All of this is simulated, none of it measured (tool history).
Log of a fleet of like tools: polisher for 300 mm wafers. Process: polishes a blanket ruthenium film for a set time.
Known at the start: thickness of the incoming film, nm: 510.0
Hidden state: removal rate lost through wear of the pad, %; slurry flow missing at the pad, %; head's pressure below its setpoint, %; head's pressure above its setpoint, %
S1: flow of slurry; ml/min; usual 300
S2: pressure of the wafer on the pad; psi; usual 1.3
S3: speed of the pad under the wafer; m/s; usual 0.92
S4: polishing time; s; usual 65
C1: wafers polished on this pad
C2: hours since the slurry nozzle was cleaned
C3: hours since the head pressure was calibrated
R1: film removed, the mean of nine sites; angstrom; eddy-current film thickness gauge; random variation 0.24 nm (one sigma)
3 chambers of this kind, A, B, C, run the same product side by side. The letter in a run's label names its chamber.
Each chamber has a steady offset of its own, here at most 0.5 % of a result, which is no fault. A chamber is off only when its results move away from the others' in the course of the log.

| run | hour | S1 | S2 | S3 | S4 | C1 | C2 | C3 | R1 |
|---|---|---|---|---|---|---|---|---|---|
| 1A | 12.3 | 300 | 1.3 | 0.92 | 65 | 647 | 185 | 1197.1 | 400.56 |
|  | 16.5 | chamber B: worn pad replaced by a new one |
|  | 21 | chamber A: worn pad replaced by a new one |
| 2C | 21.5 | 300 | 1.3 | 0.92 | 65 | 623 | 139.3 | 927.4 | 401.04 |
| 3B | 33.1 | 300 | 1.3 | 0.92 | 65 | 215 | 60.7 | 256.4 | 400.95 |
| 4A | 39.3 | 300 | 1.3 | 0.92 | 65 | 236 | 212 | 1224.1 | 403.84 |
| 5C | 48.9 | 300 | 1.3 | 0.92 | 65 | 977 | 166.7 | 954.8 | 401.83 |
| 6B | 55 | 385 | 1 | 0.92 | 65 | 498 | 82.6 | 278.3 | 310.34 |
| 7C | 63.1 | 385 | 1 | 0.92 | 65 | 1160 | 180.9 | 969 | 313.06 |
| 8B | 69.3 | 385 | 1 | 0.92 | 65 | 683 | 96.9 | 292.6 | 317.5 |
|  | 76.4 | chamber C: worn pad replaced by a new one |
| 9A | 78.8 | 260 | 1.3 | 0.92 | 65 | 747 | 251.5 | 1263.6 | 394.89 |
|  | 80.9 | chamber A: worn pad replaced by a new one |
| 10B | 89.5 | 260 | 1.3 | 0.92 | 65 | 944 | 117.1 | 312.8 | 392.38 |
|  | 97.2 | chamber C: head pressure recalibrated |
| 11C | 100.1 | 260 | 1.3 | 0.92 | 65 | 306 | 217.9 | 3 | 417.92 |
|  | 106 | chamber B: worn pad replaced by a new one |
| 12A | 111.9 | 300 | 1.3 | 0.92 | 65 | 400 | 284.6 | 1296.7 | 401.91 |
| 13C | 122.6 | 300 | 1.3 | 0.92 | 65 | 597 | 240.4 | 25.5 | 421.4 |
| 14B | 133.8 | 300 | 1.3 | 0.92 | 65 | 359 | 161.4 | 357.1 | 398.14 |
| 15A | 144.7 | 300 | 1.3 | 0.92 | 65 | 824 | 317.4 | 1329.5 | 398.88 |
|  | 147.3 | chamber A: worn pad replaced by a new one |
| 16C | 156.7 | 300 | 1.3 | 0.92 | 65 | 1037 | 274.5 | 59.6 | 422.64 |
| 17B | 164.1 | 300 | 1.3 | 0.92 | 65 | 750 | 191.7 | 387.4 | 401.2 |
|  | 167.2 | chamber C: slurry nozzle cleaned |
|  | 169 | chamber B: head pressure recalibrated |
| 18A | 173.5 | 300 | 1.3 | 0.92 | 65 | 339 | 346.2 | 1358.3 | 406.19 |
|  | 178.5 | chamber A: head pressure recalibrated |
| 19C | 184 | 300 | 1.3 | 0.92 | 65 | 1390 | 16.8 | 86.9 | 419.46 |
|  | 189.4 | chamber C: worn pad replaced by a new one |
| 20B | 196 | 300 | 1.3 | 0.92 | 65 | 1162 | 223.6 | 27.1 | 401.42 |
|  | 201.9 | chamber B: worn pad replaced by a new one |
|  | 202.5 | chamber A: worn pad replaced by a new one |
| 21A | 204.7 | 300 | 1.3 | 0.92 | 65 | 28 | 377.4 | 26.2 | 404.73 |
| 22C | 213.2 | 300 | 1.3 | 0.92 | 65 | 307 | 46 | 116.1 | 419.55 |
| 23A | 219.5 | 300 | 1.3 | 0.92 | 65 | 219 | 392.2 | 41 | 400.3 |
| 24B | 225.8 | 300 | 1.3 | 0.92 | 65 | 309 | 253.4 | 56.9 | 400.13 |
|  | 231.9 | chamber B: slurry nozzle cleaned |
| 25C | 237.1 | 300 | 1.3 | 0.92 | 65 | 616 | 69.9 | 140 | 418.57 |
| 26A | 242.9 | 300 | 1.7 | 0.92 | 55 | 522 | 415.6 | 64.4 | 445.78 |
| 27B | 254.6 | 300 | 1.7 | 0.92 | 55 | 681 | 22.7 | 85.7 | 445.2 |
|  | 256.8 | chamber A: worn pad replaced by a new one |
| 28B | 263.8 | 300 | 1.7 | 0.92 | 55 | 800 | 31.9 | 94.9 | 445.96 |
| 29C | 273 | 400 | 1.3 | 1.24 | 65 | 1079 | 105.8 | 175.9 | 583.14 |
| 30A | 283 | 400 | 1.3 | 1.24 | 65 | 339 | 455.7 | 104.5 | 550.36 |
| 31B | 291 | 400 | 1.3 | 1.24 | 65 | 1151 | 59.1 | 122.1 | 555.61 |

What goes on in this fleet: one chamber off, a drifting gauge, or nothing beyond the chambers' own small offsets? Name the chamber and the cause, if any.

A service left chamber C off against the others.
Cause: head's pressure above its setpoint, % = 4.59.

Here are 4 candidates for chamber C's next run, each the usual settings with a change, their results left as question marks. Which one brings its results back in line with what the others give on the usual settings?
In line means no further than this from the other chambers' mean on the usual settings: R1 8.4 angstrom
| 32C-1 | 299.9 | 300 | 1.3 | 0.92 | 64 |  |  |  | ? |
| 32C-2 | 299.9 | 300 | 1.3 | 0.94 | 67 |  |  |  | ? |
| 32C-3 | 299.9 | 300 | 1.3 | 0.9 | 63 |  |  |  | ? |
| 32C-4 | 299.9 | 300 | 1.3 | 0.92 | 66 |  |  |  | ? |

The other chambers' mean on the usual settings: R1 401.1 angstrom
| run | R1 |
|---|---|
| 32C-1 | 414.59 |
| 32C-2 | 443.6 |
| 32C-3 | 399.11 |
| 32C-4 | 427.55 |
32C-3 brings the chamber back in line.

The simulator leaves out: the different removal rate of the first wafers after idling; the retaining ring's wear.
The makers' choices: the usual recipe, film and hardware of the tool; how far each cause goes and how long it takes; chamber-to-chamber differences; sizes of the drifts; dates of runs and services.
